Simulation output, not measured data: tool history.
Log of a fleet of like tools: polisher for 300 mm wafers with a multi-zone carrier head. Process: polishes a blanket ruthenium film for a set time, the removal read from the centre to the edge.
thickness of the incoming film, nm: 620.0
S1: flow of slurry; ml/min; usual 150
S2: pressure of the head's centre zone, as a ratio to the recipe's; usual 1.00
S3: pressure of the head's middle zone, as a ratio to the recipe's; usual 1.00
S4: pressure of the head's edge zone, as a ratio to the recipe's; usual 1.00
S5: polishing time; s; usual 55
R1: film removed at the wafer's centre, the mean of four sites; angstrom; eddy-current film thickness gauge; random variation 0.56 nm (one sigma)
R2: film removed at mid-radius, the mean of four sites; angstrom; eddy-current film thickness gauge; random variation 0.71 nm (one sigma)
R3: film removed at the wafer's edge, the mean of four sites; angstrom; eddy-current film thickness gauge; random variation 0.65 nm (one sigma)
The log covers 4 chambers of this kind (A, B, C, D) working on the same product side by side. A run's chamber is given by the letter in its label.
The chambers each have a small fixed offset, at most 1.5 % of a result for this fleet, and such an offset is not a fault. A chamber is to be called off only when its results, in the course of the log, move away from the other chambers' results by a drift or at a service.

run	hour	S1	S2	S3	S4	S5	R1	R2	R3
1B	9.5	150	1.00	1.00	1.00	55	784.32	799.32	790.05
# hour 11.1: chamber A: worn pad replaced by a new one
2C	14.9	150	1.00	1.00	1.00	55	793.93	789.68	808.12
# hour 23.8: chamber C: worn pad replaced by a new one
3A	25.2	150	1.00	1.00	1.00	55	792.20	790.53	792.10
4D	31.7	150	1.00	1.00	1.00	55	789.24	806.56	798.69
5A	40.4	150	1.00	1.00	1.00	55	786.42	786.75	812.18
6C	48.4	150	1.00	1.00	1.00	55	784.18	786.02	797.42
7B	58.8	150	1.00	1.00	1.00	55	795.01	795.48	781.55
# hour 67.1: chamber B: worn pad replaced by a new one
8D	69.8	150	1.00	1.00	1.12	55	790.86	808.55	857.07
9A	79.5	150	1.00	1.00	1.12	55	793.75	792.36	857.47
# hour 79.7: chamber D: worn pad replaced by a new one
10C	87.0	150	1.00	1.00	1.12	55	781.68	791.67	843.12
# hour 95.1: chamber A: centre zone pressure recalibrated
11D	97.2	150	1.00	1.00	1.12	55	795.54	803.96	853.92
# hour 106.3: chamber C: slurry nozzle cleaned
12B	107.3	150	1.00	1.00	1.00	55	796.65	790.01	793.18
13D	115.0	150	1.00	1.00	1.00	55	795.17	804.91	800.47
# hour 116.6: chamber A: worn pad replaced by a new one
# hour 121.0: chamber C: worn pad replaced by a new one
14B	125.4	150	1.00	1.00	1.00	55	795.25	804.15	788.67
15C	131.3	150	0.95	1.05	1.00	55	737.41	828.73	792.09
# hour 141.4: chamber B: worn pad replaced by a new one
16A	141.8	150	0.95	1.05	1.00	55	696.52	844.03	806.94
# hour 143.1: chamber B: slurry nozzle cleaned
17B	152.5	150	0.95	1.05	1.00	55	745.55	831.11	792.27
18C	158.0	150	0.95	1.05	1.00	55	741.52	835.44	798.43
# hour 158.9: chamber D: slurry nozzle cleaned
19A	164.9	150	1.00	1.00	1.00	55	738.03	796.90	807.53
20D	173.8	150	1.00	1.00	1.00	55	790.22	799.89	806.34
21A	180.4	150	1.00	1.00	1.00	55	727.30	795.26	807.73
# hour 187.6: chamber D: worn pad replaced by a new one
22C	191.2	150	1.00	1.00	1.00	55	786.90	797.36	803.76
# hour 192.9: chamber A: slurry nozzle cleaned
# hour 194.0: chamber C: edge zone pressure recalibrated
23B	196.9	150	1.00	1.00	1.00	55	789.25	797.21	792.42
24D	206.2	150	1.00	1.00	1.00	55	803.65	805.24	802.86
25B	214.8	150	1.00	1.00	1.00	55	797.18	811.75	787.62
# hour 216.7: chamber A: worn pad replaced by a new one
# hour 223.5: chamber B: worn pad replaced by a new one
26C	225.8	150	1.00	1.00	1.00	55	787.25	782.38	802.30
27D	234.4	150	1.00	1.00	1.00	44	634.69	641.68	643.02
# hour 240.6: chamber B: edge zone pressure recalibrated
# hour 240.9: chamber C: worn pad replaced by a new one
28A	242.7	150	1.00	1.00	1.00	44	580.50	632.79	630.09
29B	248.7	150	1.00	1.00	1.00	44	635.70	637.28	631.38
30C	256.1	150	1.00	1.00	1.00	44	637.79	633.29	637.57

Read the log: is a single chamber off, either drifting away or since a service, is the gauge that measures every chamber drifting, or is nothing wrong beyond small per-chamber offsets? Name any odd chamber and what most likely caused it.

After it was serviced, chamber A no longer matches the other chambers.
Most likely cause: centre zone's pressure below its setpoint, % = 6.09.

Here are 4 candidates for chamber A's next run, each the usual settings with a change, their results left as question marks. Which one brings its results back in line with what the others give on the usual settings?
In line here means within this much of the mean the other chambers give on the usual settings: R1 19.00 angstrom; R2 25.00 angstrom; R3 23.00 angstrom
31A-1	264.1	145	0.91	1.01	1.04	55	?	?	?
31A-2	264.1	155	1.06	0.99	0.98	55	?	?	?
31A-3	264.1	145	0.94	1.01	1.02	55	?	?	?
31A-4	264.1	155	1.09	0.99	0.96	56	?	?	?

The mean the other chambers reach with the usual settings: R1 792.60 angstrom; R2 797.47 angstrom; R3 796.31 angstrom
run	R1	R2	R3
31A-1	656.95	797.60	817.23
31A-2	790.35	792.34	799.72
31A-3	681.40	797.49	808.89
31A-4	829.97	806.64	805.67
31A-2 puts the chamber back in line with the other chambers.
